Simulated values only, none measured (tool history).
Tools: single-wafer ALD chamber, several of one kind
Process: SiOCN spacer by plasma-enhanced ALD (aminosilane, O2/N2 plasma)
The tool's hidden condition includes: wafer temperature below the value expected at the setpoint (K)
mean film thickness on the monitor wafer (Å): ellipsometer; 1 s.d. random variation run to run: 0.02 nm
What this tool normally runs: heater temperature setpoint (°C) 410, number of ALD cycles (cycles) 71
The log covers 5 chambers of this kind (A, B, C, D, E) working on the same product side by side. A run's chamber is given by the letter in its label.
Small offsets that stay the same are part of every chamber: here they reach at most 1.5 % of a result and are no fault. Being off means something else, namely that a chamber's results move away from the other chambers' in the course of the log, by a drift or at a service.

| run | day | heater temperature setpoint (°C) | number of ALD cycles (cycles) | hours since the last thermocouple change | read-back reference wafer on the same gauge, thickness_nm | mean film thickness on the monitor wafer (Å) |
|---|---|---|---|---|---|---|
| 1C | 0.292 | 410 | 71 | 1351.7 | 3.5488 | 41.585 |
| 2D | 0.75 | 410 | 71 | 344.8 | 3.5459 | 42.224 |
| 3B | 1.171 | 410 | 71 | 568.3 | 3.5523 | 42.056 |
| 4E | 1.725 | 410 | 71 | 522.3 | 3.5483 | 41.84 |
| 5A | 2.029 | 410 | 71 | 1302.4 | 3.5457 | 41.726 |
| 6C | 2.346 | 410 | 71 | 1401 | 3.5504 | 41.945 |
| 7D | 2.742 | 403 | 78 | 392.6 | 3.5478 | 47.534 |
| 8E | 3.117 | 403 | 78 | 555.7 | 3.5552 | 46.449 |
| 9B | 3.433 | 403 | 78 | 622.6 | 3.5519 | 47.209 |
| 10A | 3.754 | 403 | 78 | 1343.8 | 3.5499 | 46.883 |
| 11D | 4.096 | 403 | 78 | 425.1 | 3.5473 | 47.163 |
| 12A | 4.488 | 410 | 71 | 1361.4 | 3.5513 | 41.364 |
| 13E | 4.838 | 410 | 71 | 597 | 3.5481 | 41.788 |
| 14C | 5.233 | 396 | 59 | 1470.3 | 3.5542 | 35.746 |
| 15B | 5.533 | 396 | 59 | 673 | 3.5504 | 35.719 |
| 16E | 5.912 | 396 | 59 | 622.8 | 3.5493 | 35.716 |
| 17A | 6.321 | 396 | 59 | 1405.4 | 3.5484 | 36.001 |
| 18D | 6.692 | 396 | 59 | 487.4 | 3.5523 | 36.013 |
| 19B | 6.967 | 410 | 71 | 707.4 | 3.5526 | 41.821 |
| 20C | 7.262 | 401 | 85 | 1519 | 3.5489 | 50.923 |
| 21D | 7.575 | 401 | 85 | 508.6 | 3.5524 | 51.962 |
| 22A | 8.038 | 401 | 85 | 1446.6 | 3.5552 | 51.206 |
| 23B | 8.642 | 401 | 85 | 747.6 | 3.5494 | 51.212 |
| 24C | 8.908 | 401 | 85 | 1558.5 | 3.5488 | 51.283 |
| 25E | 9.329 | 400 | 71 | 704.8 | 3.5507 | 42.736 |
| 26D | 9.6 | 400 | 71 | 557.2 | 3.5525 | 43.151 |
| 27C | 9.988 | 400 | 71 | 1584.4 | 3.5487 | 43.09 |
| 28A | 10.492 | 400 | 71 | 1505.5 | 3.5481 | 42.554 |
| 29E | 10.783 | 400 | 71 | 739.7 | 3.5484 | 42.524 |
| 30B | 11.288 | 410 | 71 | 811.1 | 3.5541 | 42.249 |
| 31E | 11.654 | 410 | 71 | 760.6 | 3.5508 | 41.695 |
| 32C | 12.233 | 410 | 71 | 1638.3 | 3.5501 | 41.52 |
| 33A | 12.521 | 410 | 71 | 1554.2 | 3.5481 | 41.977 |
| 34D | 12.912 | 410 | 71 | 636.7 | 3.5484 | 42.264 |
| 35B | 13.483 | 410 | 71 | 863.8 | 3.5471 | 42.237 |
| 36E | 13.938 | 410 | 71 | 815.4 | 3.5526 | 41.651 |
| 37D | 14.454 | 410 | 71 | 673.7 | 3.5498 | 42.173 |
| 38A | 14.729 | 410 | 71 | 1607.2 | 3.549 | 41.549 |
| 39B | 15.258 | 410 | 71 | 906.4 | 3.5501 | 42.232 |
| 40C | 15.842 | 410 | 71 | 1724.9 | 3.5503 | 41.814 |
| 41B | 16.129 | 410 | 71 | 927.3 | 3.5473 | 41.859 |
| 42C | 16.583 | 410 | 71 | 1742.7 | 3.5471 | 41.798 |
| 43D | 16.962 | 410 | 71 | 733.9 | 3.5468 | 41.969 |
| 44E | 17.275 | 410 | 71 | 895.5 | 3.5525 | 41.639 |

Is one chamber out of step, is the gauge drifting, or do the chambers differ by no more than their own small offsets? For an off chamber, give its letter and the likeliest cause.

Beyond each chamber's small constant offset nothing stands out, and the gauge stays steady.

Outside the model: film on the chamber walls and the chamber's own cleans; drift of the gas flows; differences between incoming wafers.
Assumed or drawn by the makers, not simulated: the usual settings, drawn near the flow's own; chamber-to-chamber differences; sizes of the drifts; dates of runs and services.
